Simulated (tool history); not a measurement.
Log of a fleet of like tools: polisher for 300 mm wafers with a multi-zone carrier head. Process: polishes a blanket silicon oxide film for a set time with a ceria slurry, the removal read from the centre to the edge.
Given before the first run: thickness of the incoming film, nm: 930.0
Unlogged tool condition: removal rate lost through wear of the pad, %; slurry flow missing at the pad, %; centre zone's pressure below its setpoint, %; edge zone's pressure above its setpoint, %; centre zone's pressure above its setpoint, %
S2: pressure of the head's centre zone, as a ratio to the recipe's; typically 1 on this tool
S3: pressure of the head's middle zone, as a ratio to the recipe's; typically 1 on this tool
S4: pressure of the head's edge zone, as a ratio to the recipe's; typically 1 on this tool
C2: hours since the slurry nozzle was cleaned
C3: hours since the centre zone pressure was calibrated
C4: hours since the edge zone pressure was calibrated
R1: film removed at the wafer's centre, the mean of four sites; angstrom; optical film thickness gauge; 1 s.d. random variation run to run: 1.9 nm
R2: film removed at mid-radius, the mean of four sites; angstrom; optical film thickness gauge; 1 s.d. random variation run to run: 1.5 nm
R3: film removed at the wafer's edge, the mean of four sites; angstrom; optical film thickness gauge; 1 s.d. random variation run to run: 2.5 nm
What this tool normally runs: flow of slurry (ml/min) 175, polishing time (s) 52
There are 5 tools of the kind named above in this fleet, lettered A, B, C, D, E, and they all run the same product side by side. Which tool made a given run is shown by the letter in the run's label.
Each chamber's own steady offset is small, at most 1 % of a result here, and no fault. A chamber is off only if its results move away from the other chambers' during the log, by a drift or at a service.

{"day": 0.262, "done": "chamber C: worn pad replaced by a new one"}
{"run": "1C", "day": 0.35, "flow of slurry (ml/min)": 175, "S2": 1, "S3": 1, "S4": 1, "polishing time (s)": 52, "wafers polished on this pad": 22, "C2": 174.8, "C3": 257, "C4": 720, "R1": 2482.2, "R2": 2491.8, "R3": 2468.7}
{"run": "2E", "day": 0.733, "flow of slurry (ml/min)": 175, "S2": 1, "S3": 1, "S4": 1, "polishing time (s)": 52, "wafers polished on this pad": 316, "C2": 52.9, "C3": 144.9, "C4": 553.6, "R1": 2526.8, "R2": 2460.3, "R3": 2507.9}
{"run": "3A", "day": 1.121, "flow of slurry (ml/min)": 175, "S2": 1, "S3": 1, "S4": 1, "polishing time (s)": 52, "wafers polished on this pad": 884, "C2": 76.4, "C3": 391.3, "C4": 257.4, "R1": 2473.1, "R2": 2467, "R3": 2473}
{"day": 1.15, "done": "chamber A: worn pad replaced by a new one"}
{"day": 1.321, "done": "chamber D: edge zone pressure recalibrated"}
{"run": "4B", "day": 1.496, "flow of slurry (ml/min)": 175, "S2": 1, "S3": 1, "S4": 1, "polishing time (s)": 52, "wafers polished on this pad": 821, "C2": 237.2, "C3": 163.7, "C4": 613.6, "R1": 2481.8, "R2": 2505, "R3": 2503}
{"run": "5D", "day": 1.896, "flow of slurry (ml/min)": 150, "S2": 0.89, "S3": 1, "S4": 1, "polishing time (s)": 52, "wafers polished on this pad": 1158, "C2": 198.2, "C3": 178, "C4": 13.9, "R1": 2152, "R2": 2429.8, "R3": 2458.7}
{"day": 2.104, "done": "chamber D: worn pad replaced by a new one"}
{"run": "6B", "day": 2.158, "flow of slurry (ml/min)": 150, "S2": 0.89, "S3": 1, "S4": 1, "polishing time (s)": 52, "wafers polished on this pad": 986, "C2": 253.1, "C3": 179.6, "C4": 629.5, "R1": 2139, "R2": 2421.7, "R3": 2466.5}
{"run": "7D", "day": 2.412, "flow of slurry (ml/min)": 150, "S2": 0.89, "S3": 1, "S4": 1, "polishing time (s)": 52, "wafers polished on this pad": 77, "C2": 210.6, "C3": 190.4, "C4": 26.3, "R1": 2118.7, "R2": 2430.1, "R3": 2439.1}
{"day": 2.625, "done": "chamber D: slurry nozzle cleaned"}
{"day": 2.729, "done": "chamber B: worn pad replaced by a new one"}
{"run": "8E", "day": 2.962, "flow of slurry (ml/min)": 150, "S2": 0.89, "S3": 1, "S4": 1, "polishing time (s)": 52, "wafers polished on this pad": 873, "C2": 106.4, "C3": 198.4, "C4": 607.1, "R1": 2110.3, "R2": 2435.1, "R3": 2419.2}
{"day": 3.308, "done": "chamber E: worn pad replaced by a new one"}
{"run": "9C", "day": 3.521, "flow of slurry (ml/min)": 150, "S2": 0.89, "S3": 1, "S4": 1, "polishing time (s)": 52, "wafers polished on this pad": 814, "C2": 250.9, "C3": 333.1, "C4": 796.1, "R1": 2102.5, "R2": 2419.1, "R3": 2442.8}
{"run": "10A", "day": 3.9, "flow of slurry (ml/min)": 175, "S2": 0.94, "S3": 1, "S4": 0.94, "polishing time (s)": 52, "wafers polished on this pad": 687, "C2": 143.1, "C3": 458, "C4": 324.1, "R1": 2282.4, "R2": 2497.1, "R3": 2398}
{"run": "11E", "day": 4.3, "flow of slurry (ml/min)": 175, "S2": 0.94, "S3": 1, "S4": 0.94, "polishing time (s)": 52, "wafers polished on this pad": 247, "C2": 138.5, "C3": 230.5, "C4": 639.2, "R1": 2339.3, "R2": 2451.4, "R3": 2433}
{"run": "12D", "day": 4.638, "flow of slurry (ml/min)": 175, "S2": 0.94, "S3": 1, "S4": 0.94, "polishing time (s)": 52, "wafers polished on this pad": 633, "C2": 48.4, "C3": 243.8, "C4": 79.7, "R1": 2343, "R2": 2520, "R3": 2425.8}
{"day": 4.85, "done": "chamber C: worn pad replaced by a new one"}
{"run": "13C", "day": 5.079, "flow of slurry (ml/min)": 175, "S2": 0.94, "S3": 1, "S4": 0.94, "polishing time (s)": 52, "wafers polished on this pad": 58, "C2": 288.3, "C3": 370.5, "C4": 833.5, "R1": 2320.4, "R2": 2461.2, "R3": 2356.8}
{"day": 5.129, "done": "chamber A: worn pad replaced by a new one"}
{"run": "14A", "day": 5.588, "flow of slurry (ml/min)": 175, "S2": 0.94, "S3": 1, "S4": 0.94, "polishing time (s)": 52, "wafers polished on this pad": 114, "C2": 183.6, "C3": 498.5, "C4": 364.6, "R1": 2300, "R2": 2464.9, "R3": 2398.3}
{"run": "15B", "day": 5.838, "flow of slurry (ml/min)": 175, "S2": 1, "S3": 1, "S4": 1, "polishing time (s)": 52, "wafers polished on this pad": 776, "C2": 341.4, "C3": 267.9, "C4": 717.8, "R1": 2491.4, "R2": 2499.8, "R3": 2511.8}
{"run": "16C", "day": 6.229, "flow of slurry (ml/min)": 175, "S2": 1, "S3": 1, "S4": 1, "polishing time (s)": 52, "wafers polished on this pad": 345, "C2": 315.9, "C3": 398.1, "C4": 861.1, "R1": 2437.5, "R2": 2475.6, "R3": 2466.2}
{"day": 6.504, "done": "chamber E: worn pad replaced by a new one"}
{"run": "17D", "day": 6.508, "flow of slurry (ml/min)": 175, "S2": 1, "S3": 1, "S4": 1, "polishing time (s)": 52, "wafers polished on this pad": 1100, "C2": 93.3, "C3": 288.7, "C4": 124.6, "R1": 2474, "R2": 2494.2, "R3": 2471.1}
{"run": "18E", "day": 7.058, "flow of slurry (ml/min)": 175, "S2": 1, "S3": 1, "S4": 1, "polishing time (s)": 52, "wafers polished on this pad": 138, "C2": 204.7, "C3": 296.7, "C4": 705.4, "R1": 2480.7, "R2": 2499, "R3": 2504.2}
{"day": 7.096, "done": "chamber D: worn pad replaced by a new one"}
{"day": 7.192, "done": "chamber B: worn pad replaced by a new one"}
{"run": "19B", "day": 7.458, "flow of slurry (ml/min)": 175, "S2": 1, "S3": 1, "S4": 1, "polishing time (s)": 52, "wafers polished on this pad": 67, "C2": 380.3, "C3": 306.8, "C4": 756.7, "R1": 2524.1, "R2": 2479.5, "R3": 2507.7}
{"day": 7.612, "done": "chamber A: centre zone pressure recalibrated"}
{"day": 7.704, "done": "chamber A: slurry nozzle cleaned"}
{"run": "20A", "day": 8.021, "flow of slurry (ml/min)": 175, "S2": 1, "S3": 1, "S4": 1, "polishing time (s)": 38, "wafers polished on this pad": 722, "C2": 7.6, "C3": 9.8, "C4": 423, "R1": 1820.7, "R2": 1826.3, "R3": 1841.8}
{"day": 8.275, "done": "chamber A: worn pad replaced by a new one"}
{"run": "21D", "day": 8.508, "flow of slurry (ml/min)": 175, "S2": 1, "S3": 1, "S4": 1, "polishing time (s)": 38, "wafers polished on this pad": 353, "C2": 141.3, "C3": 336.7, "C4": 172.6, "R1": 1785, "R2": 1831.8, "R3": 1791.2}
{"run": "22C", "day": 8.962, "flow of slurry (ml/min)": 175, "S2": 1, "S3": 1, "S4": 1, "polishing time (s)": 38, "wafers polished on this pad": 1027, "C2": 381.5, "C3": 463.7, "C4": 926.7, "R1": 1762.6, "R2": 1810.5, "R3": 1829.2}
{"run": "23B", "day": 9.271, "flow of slurry (ml/min)": 175, "S2": 1, "S3": 1, "S4": 1, "polishing time (s)": 38, "wafers polished on this pad": 519, "C2": 423.8, "C3": 350.3, "C4": 800.2, "R1": 1791.4, "R2": 1833.5, "R3": 1831.8}
{"run": "24E", "day": 9.612, "flow of slurry (ml/min)": 175, "S2": 1, "S3": 1, "S4": 1, "polishing time (s)": 38, "wafers polished on this pad": 776, "C2": 266, "C3": 358, "C4": 766.7, "R1": 1846.4, "R2": 1802.7, "R3": 1794.5}
{"day": 9.908, "done": "chamber E: worn pad replaced by a new one"}
{"run": "25A", "day": 9.946, "flow of slurry (ml/min)": 175, "S2": 1, "S3": 1, "S4": 1, "polishing time (s)": 52, "wafers polished on this pad": 417, "C2": 53.8, "C3": 56, "C4": 469.2, "R1": 2463.8, "R2": 2464.6, "R3": 2490.2}
{"day": 10.271, "done": "chamber C: worn pad replaced by a new one"}
{"day": 10.292, "done": "chamber E: slurry nozzle cleaned"}
{"run": "26A", "day": 10.458, "flow of slurry (ml/min)": 175, "S2": 1, "S3": 1, "S4": 1, "polishing time (s)": 52, "wafers polished on this pad": 545, "C2": 66.1, "C3": 68.3, "C4": 481.5, "R1": 2499.7, "R2": 2478.9, "R3": 2529.6}
{"run": "27C", "day": 10.8, "flow of slurry (ml/min)": 175, "S2": 1, "S3": 1, "S4": 1, "polishing time (s)": 52, "wafers polished on this pad": 132, "C2": 425.6, "C3": 507.8, "C4": 970.8, "R1": 2490.4, "R2": 2478.1, "R3": 2479.8}
{"day": 10.896, "done": "chamber D: slurry nozzle cleaned"}
{"run": "28D", "day": 11.371, "flow of slurry (ml/min)": 175, "S2": 1, "S3": 1, "S4": 1, "polishing time (s)": 52, "wafers polished on this pad": 1068, "C2": 11.4, "C3": 405.4, "C4": 241.3, "R1": 2429.4, "R2": 2489.5, "R3": 2506.4}
{"day": 11.788, "done": "chamber A: worn pad replaced by a new one"}
{"run": "29E", "day": 11.842, "flow of slurry (ml/min)": 175, "S2": 1, "S3": 1, "S4": 1, "polishing time (s)": 52, "wafers polished on this pad": 483, "C2": 37.3, "C3": 411.5, "C4": 820.2, "R1": 2493.6, "R2": 2460.2, "R3": 2508.1}
{"day": 11.938, "done": "chamber B: worn pad replaced by a new one"}
{"day": 11.996, "done": "chamber D: worn pad replaced by a new one"}
{"run": "30B", "day": 12.308, "flow of slurry (ml/min)": 175, "S2": 1, "S3": 1, "S4": 1, "polishing time (s)": 52, "wafers polished on this pad": 93, "C2": 496.7, "C3": 423.2, "C4": 873.1, "R1": 2476.5, "R2": 2515.4, "R3": 2552.6}
{"run": "31B", "day": 12.846, "flow of slurry (ml/min)": 175, "S2": 1, "S3": 1, "S4": 1, "polishing time (s)": 52, "wafers polished on this pad": 227, "C2": 509.6, "C3": 436.1, "C4": 886, "R1": 2492.2, "R2": 2493.5, "R3": 2472.3}
{"day": 13.075, "done": "chamber E: worn pad replaced by a new one"}
{"run": "32A", "day": 13.296, "flow of slurry (ml/min)": 175, "S2": 1, "S3": 1, "S4": 1, "polishing time (s)": 52, "wafers polished on this pad": 377, "C2": 134.2, "C3": 136.4, "C4": 549.6, "R1": 2453.4, "R2": 2493.6, "R3": 2510.4}
{"run": "33C", "day": 13.842, "flow of slurry (ml/min)": 150, "S2": 1, "S3": 1, "S4": 1, "polishing time (s)": 37, "wafers polished on this pad": 892, "C2": 498.6, "C3": 580.8, "C4": 1043.8, "R1": 1681.8, "R2": 1715.5, "R3": 1731.1}
{"run": "34E", "day": 14.192, "flow of slurry (ml/min)": 150, "S2": 1, "S3": 1, "S4": 1, "polishing time (s)": 37, "wafers polished on this pad": 279, "C2": 93.7, "C3": 467.9, "C4": 876.6, "R1": 1702.9, "R2": 1712.2, "R3": 1756.1}
{"run": "35D", "day": 14.646, "flow of slurry (ml/min)": 150, "S2": 1, "S3": 1, "S4": 1, "polishing time (s)": 37, "wafers polished on this pad": 662, "C2": 90, "C3": 484, "C4": 319.9, "R1": 1639, "R2": 1734.9, "R3": 1732.7}
{"day": 15.133, "done": "chamber C: worn pad replaced by a new one"}
{"run": "36B", "day": 15.15, "flow of slurry (ml/min)": 150, "S2": 1, "S3": 1, "S4": 1, "polishing time (s)": 37, "wafers polished on this pad": 802, "C2": 564.9, "C3": 491.4, "C4": 941.3, "R1": 1709.1, "R2": 1720, "R3": 1767.7}
{"run": "37D", "day": 15.433, "flow of slurry (ml/min)": 150, "S2": 1, "S3": 1, "S4": 1, "polishing time (s)": 37, "wafers polished on this pad": 858, "C2": 108.9, "C3": 502.9, "C4": 338.8, "R1": 1620.8, "R2": 1722.2, "R3": 1737.2}
{"day": 15.575, "done": "chamber A: worn pad replaced by a new one"}
{"run": "38A", "day": 15.771, "flow of slurry (ml/min)": 175, "S2": 1, "S3": 1, "S4": 1, "polishing time (s)": 52, "wafers polished on this pad": 49, "C2": 193.6, "C3": 195.8, "C4": 609, "R1": 2442.4, "R2": 2451.8, "R3": 2487.9}
{"run": "39E", "day": 16.121, "flow of slurry (ml/min)": 175, "S2": 1, "S3": 1, "S4": 1, "polishing time (s)": 52, "wafers polished on this pad": 761, "C2": 140, "C3": 514.2, "C4": 922.9, "R1": 2456.1, "R2": 2474.8, "R3": 2468.1}
{"run": "40C", "day": 16.471, "flow of slurry (ml/min)": 175, "S2": 1, "S3": 1, "S4": 1, "polishing time (s)": 52, "wafers polished on this pad": 334, "C2": 561.7, "C3": 643.9, "C4": 1106.9, "R1": 2442.5, "R2": 2490.5, "R3": 2499.4}
{"day": 16.654, "done": "chamber E: worn pad replaced by a new one"}
{"run": "41C", "day": 16.912, "flow of slurry (ml/min)": 175, "S2": 1, "S3": 1, "S4": 1, "polishing time (s)": 52, "wafers polished on this pad": 444, "C2": 572.3, "C3": 654.5, "C4": 1117.5, "R1": 2477.9, "R2": 2468.2, "R3": 2481.2}
{"day": 17.058, "done": "chamber B: worn pad replaced by a new one"}
{"run": "42E", "day": 17.475, "flow of slurry (ml/min)": 175, "S2": 1, "S3": 1, "S4": 1, "polishing time (s)": 52, "wafers polished on this pad": 205, "C2": 172.5, "C3": 546.7, "C4": 955.4, "R1": 2496.3, "R2": 2491.9, "R3": 2511.4}
{"run": "43B", "day": 17.892, "flow of slurry (ml/min)": 175, "S2": 1, "S3": 1, "S4": 1, "polishing time (s)": 52, "wafers polished on this pad": 208, "C2": 630.7, "C3": 557.2, "C4": 1007.1, "R1": 2467.3, "R2": 2507.9, "R3": 2497.4}

All chambers now run identical settings, listed one chamber a line with results as question marks. What results will each chamber show?
{"run": "44A", "day": 18.3, "flow of slurry (ml/min)": 175, "S2": 1, "S3": 1, "S4": 1, "polishing time (s)": 52, "R1": "?", "R2": "?", "R3": "?"}
{"run": "44B", "day": 18.3, "flow of slurry (ml/min)": 175, "S2": 1, "S3": 1, "S4": 1, "polishing time (s)": 52, "R1": "?", "R2": "?", "R3": "?"}
{"run": "44C", "day": 18.3, "flow of slurry (ml/min)": 175, "S2": 1, "S3": 1, "S4": 1, "polishing time (s)": 52, "R1": "?", "R2": "?", "R3": "?"}
{"run": "44D", "day": 18.3, "flow of slurry (ml/min)": 175, "S2": 1, "S3": 1, "S4": 1, "polishing time (s)": 52, "R1": "?", "R2": "?", "R3": "?"}
{"run": "44E", "day": 18.3, "flow of slurry (ml/min)": 175, "S2": 1, "S3": 1, "S4": 1, "polishing time (s)": 52, "R1": "?", "R2": "?", "R3": "?"}

run=44A R1=2469.7 R2=2460.7 R3=2464.4
run=44B R1=2460 R2=2510.6 R3=2499.1
run=44C R1=2493.2 R2=2480.4 R3=2484.6
run=44D R1=2326.5 R2=2494.4 R3=2463
run=44E R1=2515 R2=2479.1 R3=2490.4
